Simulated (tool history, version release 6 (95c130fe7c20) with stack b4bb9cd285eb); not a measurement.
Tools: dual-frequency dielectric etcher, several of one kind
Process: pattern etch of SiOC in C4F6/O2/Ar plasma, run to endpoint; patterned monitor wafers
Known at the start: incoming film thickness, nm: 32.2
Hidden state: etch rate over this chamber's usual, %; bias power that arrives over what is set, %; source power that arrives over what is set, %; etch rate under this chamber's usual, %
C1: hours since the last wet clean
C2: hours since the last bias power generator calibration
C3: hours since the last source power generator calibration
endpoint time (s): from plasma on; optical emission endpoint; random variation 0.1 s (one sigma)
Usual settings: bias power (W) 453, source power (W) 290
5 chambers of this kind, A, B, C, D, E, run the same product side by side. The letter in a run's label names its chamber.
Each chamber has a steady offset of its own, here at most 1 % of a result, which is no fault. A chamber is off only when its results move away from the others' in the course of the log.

run 1A hour=10.8 | bias_power_(W)=453 source_power_(W)=290 | C1=448.1 C2=880.9 C3=3080.8 | endpoint_time_(s)=12.636
run 2E hour=19.5 | bias_power_(W)=453 source_power_(W)=290 | C1=50.7 C2=1376.9 C3=2033.4 | endpoint_time_(s)=12.6
-- hour=22.1 chamber D: wet clean of the chamber
run 3C hour=31 | bias_power_(W)=453 source_power_(W)=290 | C1=38 C2=1125 C3=3492.5 | endpoint_time_(s)=12.546
run 4B hour=37.4 | bias_power_(W)=453 source_power_(W)=290 | C1=71.8 C2=3276 C3=1297 | endpoint_time_(s)=12.705
run 5D hour=44.5 | bias_power_(W)=453 source_power_(W)=290 | C1=22.4 C2=832.6 C3=879.1 | endpoint_time_(s)=12.679
run 6D hour=54.5 | bias_power_(W)=453 source_power_(W)=290 | C1=32.4 C2=842.6 C3=889.1 | endpoint_time_(s)=12.614
run 7A hour=64 | bias_power_(W)=453 source_power_(W)=290 | C1=501.3 C2=934.1 C3=3134 | endpoint_time_(s)=12.67
run 8B hour=70.6 | bias_power_(W)=453 source_power_(W)=290 | C1=105 C2=3309.2 C3=1330.2 | endpoint_time_(s)=12.802
run 9E hour=79.2 | bias_power_(W)=453 source_power_(W)=290 | C1=110.4 C2=1436.6 C3=2093.1 | endpoint_time_(s)=12.496
run 10C hour=86 | bias_power_(W)=453 source_power_(W)=290 | C1=93 C2=1180 C3=3547.5 | endpoint_time_(s)=12.595
-- hour=89.2 chamber A: source power generator calibrated
run 11C hour=91.6 | bias_power_(W)=453 source_power_(W)=290 | C1=98.6 C2=1185.6 C3=3553.1 | endpoint_time_(s)=12.456
run 12D hour=100.1 | bias_power_(W)=453 source_power_(W)=290 | C1=78 C2=888.2 C3=934.7 | endpoint_time_(s)=12.758
-- hour=100.9 chamber A: wet clean of the chamber
run 13B hour=107.7 | bias_power_(W)=453 source_power_(W)=290 | C1=142.1 C2=3346.3 C3=1367.3 | endpoint_time_(s)=12.685
run 14E hour=118.3 | bias_power_(W)=453 source_power_(W)=290 | C1=149.5 C2=1475.7 C3=2132.2 | endpoint_time_(s)=12.694
run 15A hour=128.4 | bias_power_(W)=453 source_power_(W)=290 | C1=27.6 C2=998.5 C3=39.3 | endpoint_time_(s)=12.607
run 16E hour=138.1 | bias_power_(W)=453 source_power_(W)=290 | C1=169.3 C2=1495.5 C3=2152 | endpoint_time_(s)=12.709
run 17D hour=149.4 | bias_power_(W)=453 source_power_(W)=290 | C1=127.3 C2=937.5 C3=984 | endpoint_time_(s)=12.581
run 18B hour=155.5 | bias_power_(W)=453 source_power_(W)=290 | C1=189.9 C2=3394.1 C3=1415.1 | endpoint_time_(s)=12.594
run 19A hour=161.9 | bias_power_(W)=453 source_power_(W)=290 | C1=61.1 C2=1032 C3=72.8 | endpoint_time_(s)=12.601
run 20C hour=168.8 | bias_power_(W)=453 source_power_(W)=290 | C1=175.8 C2=1262.8 C3=3630.3 | endpoint_time_(s)=12.605
run 21B hour=177.1 | bias_power_(W)=453 source_power_(W)=290 | C1=211.5 C2=3415.7 C3=1436.7 | endpoint_time_(s)=12.725
run 22A hour=183 | bias_power_(W)=524 source_power_(W)=290 | C1=82.2 C2=1053.1 C3=93.9 | endpoint_time_(s)=12.14
run 23C hour=191.6 | bias_power_(W)=524 source_power_(W)=290 | C1=198.6 C2=1285.6 C3=3653.1 | endpoint_time_(s)=11.975
run 24E hour=197.6 | bias_power_(W)=524 source_power_(W)=290 | C1=228.8 C2=1555 C3=2211.5 | endpoint_time_(s)=12.03
run 25D hour=205.5 | bias_power_(W)=524 source_power_(W)=290 | C1=183.4 C2=993.6 C3=1040.1 | endpoint_time_(s)=12.167
run 26B hour=216.4 | bias_power_(W)=524 source_power_(W)=290 | C1=250.8 C2=3455 C3=1476 | endpoint_time_(s)=12.005
run 27A hour=223.7 | bias_power_(W)=453 source_power_(W)=290 | C1=122.9 C2=1093.8 C3=134.6 | endpoint_time_(s)=12.709
run 28D hour=230.1 | bias_power_(W)=345 source_power_(W)=240 | C1=208 C2=1018.2 C3=1064.7 | endpoint_time_(s)=15.005
run 29C hour=238.6 | bias_power_(W)=345 source_power_(W)=240 | C1=245.6 C2=1332.6 C3=3700.1 | endpoint_time_(s)=14.663
run 30E hour=249.9 | bias_power_(W)=345 source_power_(W)=240 | C1=281.1 C2=1607.3 C3=2263.8 | endpoint_time_(s)=14.913
run 31D hour=256.9 | bias_power_(W)=345 source_power_(W)=240 | C1=234.8 C2=1045 C3=1091.5 | endpoint_time_(s)=15.004
run 32B hour=265.1 | bias_power_(W)=345 source_power_(W)=240 | C1=299.5 C2=3503.7 C3=1524.7 | endpoint_time_(s)=15.061
run 33A hour=275 | bias_power_(W)=495 source_power_(W)=290 | C1=174.2 C2=1145.1 C3=185.9 | endpoint_time_(s)=12.243
run 34C hour=281.2 | bias_power_(W)=495 source_power_(W)=290 | C1=288.2 C2=1375.2 C3=3742.7 | endpoint_time_(s)=12.279

Is one chamber off against the others, does the gauge drift, or is nothing wrong? If a chamber is off, say which, and what the likeliest cause is.

No chamber stands off beyond its own small offset, and the gauge holds steady.

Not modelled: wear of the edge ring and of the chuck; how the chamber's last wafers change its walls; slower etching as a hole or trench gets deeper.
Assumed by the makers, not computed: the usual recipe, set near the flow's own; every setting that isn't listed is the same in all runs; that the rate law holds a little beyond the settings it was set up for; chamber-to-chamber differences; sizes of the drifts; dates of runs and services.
